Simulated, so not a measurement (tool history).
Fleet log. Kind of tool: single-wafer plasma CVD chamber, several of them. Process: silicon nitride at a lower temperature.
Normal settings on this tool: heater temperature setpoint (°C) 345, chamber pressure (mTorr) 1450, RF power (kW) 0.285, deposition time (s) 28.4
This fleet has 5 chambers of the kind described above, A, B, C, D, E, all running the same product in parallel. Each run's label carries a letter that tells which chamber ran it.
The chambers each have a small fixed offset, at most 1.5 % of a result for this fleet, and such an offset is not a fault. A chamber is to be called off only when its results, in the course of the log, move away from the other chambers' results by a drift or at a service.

run,day,heater temperature setpoint (°C),chamber pressure (mTorr),RF power (kW),deposition time (s),"read-back reference wafer on the same gauge, thickness_nm",mean film thickness on the monitor wafer (angstrom)
1B,0.233,345,1450,0.285,28.4,34.909,311.95
# day 0.588: chamber E: thermocouple changed; heater temperature recalibrated
2D,0.621,345,1450,0.285,28.4,34.908,311.83
3C,0.971,345,1450,0.285,28.4,34.908,310.38
4A,1.317,345,1450,0.285,28.4,34.919,316.42
5E,1.5,345,1760,0.285,28.4,34.929,327.94
6C,1.746,345,1760,0.285,28.4,34.917,328.58
7D,1.992,345,1760,0.285,28.4,34.928,328.86
8E,2.333,345,1760,0.285,28.4,34.932,327.96
9A,2.608,345,1760,0.285,28.4,34.934,334.74
10B,2.988,345,1450,0.285,28.4,34.948,311.93
11B,3.196,345,1450,0.285,28.4,34.936,311.75
12E,3.379,345,1450,0.285,28.4,34.955,310.55
13D,3.633,345,1450,0.285,28.4,34.957,313.18
14A,3.912,345,1450,0.285,28.4,34.959,317.2
15C,4.167,345,1450,0.285,28.4,34.962,310.88
16B,4.55,345,1450,0.285,28.4,34.975,312.22
17D,4.875,345,1450,0.285,28.4,34.98,312.35
18A,5.212,345,1450,0.285,28.4,34.975,316.38
19E,5.546,345,1450,0.285,28.4,34.986,311.01
20C,5.95,345,1450,0.285,28.4,35.005,311.8
21B,6.188,345,1450,0.285,28.4,35.021,312.54
22A,6.517,345,1450,0.285,28.4,35.011,318.33
23C,6.796,345,1450,0.285,28.4,35.014,312.1
24E,6.988,345,1450,0.285,28.4,35.025,311.58
# day 7.275: chamber C: thermocouple changed; heater temperature recalibrated
25D,7.371,345,1450,0.285,28.4,35.029,312.8
26E,7.725,345,1450,0.285,28.4,35.023,311.15
27A,7.988,345,1450,0.285,28.4,35.02,317.67
28C,8.304,345,1450,0.285,28.4,35.032,311.72
29D,8.567,345,1450,0.285,28.4,35.04,313.24
30B,8.871,345,1450,0.285,28.4,35.045,313.29
31E,9.15,345,1450,0.285,28.4,35.045,311.39
32B,9.492,351,1450,0.285,26.2,35.062,288.23
33D,9.8,351,1450,0.285,26.2,35.055,288.82
34A,10.012,351,1450,0.285,26.2,35.068,292.88
35C,10.383,351,1450,0.285,26.2,35.083,287.63
36A,10.567,351,1450,0.285,26.2,35.085,293.36
37D,10.958,345,1450,0.285,28.4,35.087,313.62

Next, all 5 chambers run the settings below, one line each with question marks for the results. What does each chamber give?
38A,11.246,332,1450,0.285,28.4,,?
38B,11.246,332,1450,0.285,28.4,,?
38C,11.246,332,1450,0.285,28.4,,?
38D,11.246,332,1450,0.285,28.4,,?
38E,11.246,332,1450,0.285,28.4,,?

run,mean film thickness on the monitor wafer (angstrom)
38A,319.06
38B,314.83
38C,313.97
38D,315.42
38E,313.02

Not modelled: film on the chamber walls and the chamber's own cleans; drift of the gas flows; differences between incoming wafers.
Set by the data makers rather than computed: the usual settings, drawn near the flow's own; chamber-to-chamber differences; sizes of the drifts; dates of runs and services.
